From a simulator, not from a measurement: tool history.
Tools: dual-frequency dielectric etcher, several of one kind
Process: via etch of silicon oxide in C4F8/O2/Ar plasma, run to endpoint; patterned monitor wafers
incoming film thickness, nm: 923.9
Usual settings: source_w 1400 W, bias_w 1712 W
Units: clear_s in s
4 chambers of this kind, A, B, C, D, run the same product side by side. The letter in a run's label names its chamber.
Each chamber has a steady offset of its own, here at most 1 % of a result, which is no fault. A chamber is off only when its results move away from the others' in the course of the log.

Run 1A, day 0.204: usual settings. Result: clear_s 218.79 s.
Run 2B, day 0.475: usual settings. Result: clear_s 220.76 s.
At day 0.5: chamber A: wet clean of the chamber.
Run 3C, day 0.812: usual settings. Result: clear_s 219.86 s.
Run 4D, day 1.05: usual settings. Result: clear_s 219.32 s.
Run 5A, day 1.362: usual settings but source_w 1280 W, bias_w 1980 W. Result: clear_s 216.07 s.
Run 6D, day 1.746: usual settings but source_w 1280 W, bias_w 1980 W. Result: clear_s 218.42 s.
Run 7C, day 1.967: usual settings but source_w 1280 W, bias_w 1980 W. Result: clear_s 217.38 s.
Run 8B, day 2.279: usual settings but source_w 1280 W, bias_w 1980 W. Result: clear_s 217.43 s.
Run 9A, day 2.496: usual settings but source_w 1220 W, bias_w 1464 W. Result: clear_s 240.72 s.
Run 10B, day 2.696: usual settings but source_w 1220 W, bias_w 1464 W. Result: clear_s 241.44 s.
Run 11D, day 2.971: usual settings but source_w 1220 W, bias_w 1464 W. Result: clear_s 246.25 s.
Run 12C, day 3.338: usual settings but source_w 1220 W, bias_w 1464 W. Result: clear_s 241.32 s.
Run 13C, day 3.583: usual settings. Result: clear_s 220.02 s.
Run 14D, day 3.838: usual settings. Result: clear_s 220.56 s.
Run 15B, day 4.192: usual settings. Result: clear_s 218.3 s.
Run 16A, day 4.475: usual settings. Result: clear_s 217.87 s.
Run 17A, day 4.717: usual settings. Result: clear_s 218.4 s.
Run 18D, day 5.062: usual settings. Result: clear_s 220.4 s.
Run 19C, day 5.338: usual settings. Result: clear_s 219.7 s.
Run 20B, day 5.646: usual settings. Result: clear_s 218.75 s.
Run 21C, day 5.933: usual settings. Result: clear_s 220.95 s.
Run 22B, day 6.112: usual settings. Result: clear_s 218.65 s.
Run 23D, day 6.396: usual settings. Result: clear_s 224.41 s.
Run 24A, day 6.696: usual settings. Result: clear_s 218.6 s.
Run 25A, day 6.946: usual settings. Result: clear_s 218.65 s.
Run 26D, day 7.238: usual settings. Result: clear_s 224.79 s.
Run 27B, day 7.429: usual settings but source_w 1250 W. Result: clear_s 227.3 s.
Run 28C, day 7.775: usual settings but source_w 1250 W. Result: clear_s 227.98 s.
Run 29A, day 8.088: usual settings but source_w 1250 W. Result: clear_s 228.42 s.
Run 30C, day 8.329: usual settings but source_w 1250 W. Result: clear_s 229.15 s.
Run 31B, day 8.633: usual settings. Result: clear_s 221.96 s.
Run 32D, day 9.021: usual settings but source_w 1230 W, bias_w 1995 W. Result: clear_s 227.33 s.
Run 33A, day 9.238: usual settings but source_w 1230 W, bias_w 1995 W. Result: clear_s 222.55 s.
At day 9.483: chamber A: bias power generator calibrated.
Run 34D, day 9.621: usual settings but source_w 1230 W, bias_w 1995 W. Result: clear_s 229.63 s.
Run 35C, day 9.971: usual settings but source_w 1230 W, bias_w 1995 W. Result: clear_s 221.06 s.
Run 36B, day 10.25: usual settings. Result: clear_s 218.57 s.
Run 37C, day 10.5: usual settings. Result: clear_s 219.51 s.
Run 38B, day 10.808: usual settings but source_w 1240 W, bias_w 1528 W. Result: clear_s 237.96 s.
Run 39A, day 11.183: usual settings but source_w 1240 W, bias_w 1528 W. Result: clear_s 233.98 s.

All 4 chambers run these settings next. Forecast each chamber's results:
Run 40A, day 11.462: usual settings. Result: clear_s ?.
Run 40B, day 11.462: usual settings. Result: clear_s ?.
Run 40C, day 11.462: usual settings. Result: clear_s ?.
Run 40D, day 11.462: usual settings. Result: clear_s ?.

run  clear_s
40A    217.2
40B   218.34
40C    219.3
40D    229.4

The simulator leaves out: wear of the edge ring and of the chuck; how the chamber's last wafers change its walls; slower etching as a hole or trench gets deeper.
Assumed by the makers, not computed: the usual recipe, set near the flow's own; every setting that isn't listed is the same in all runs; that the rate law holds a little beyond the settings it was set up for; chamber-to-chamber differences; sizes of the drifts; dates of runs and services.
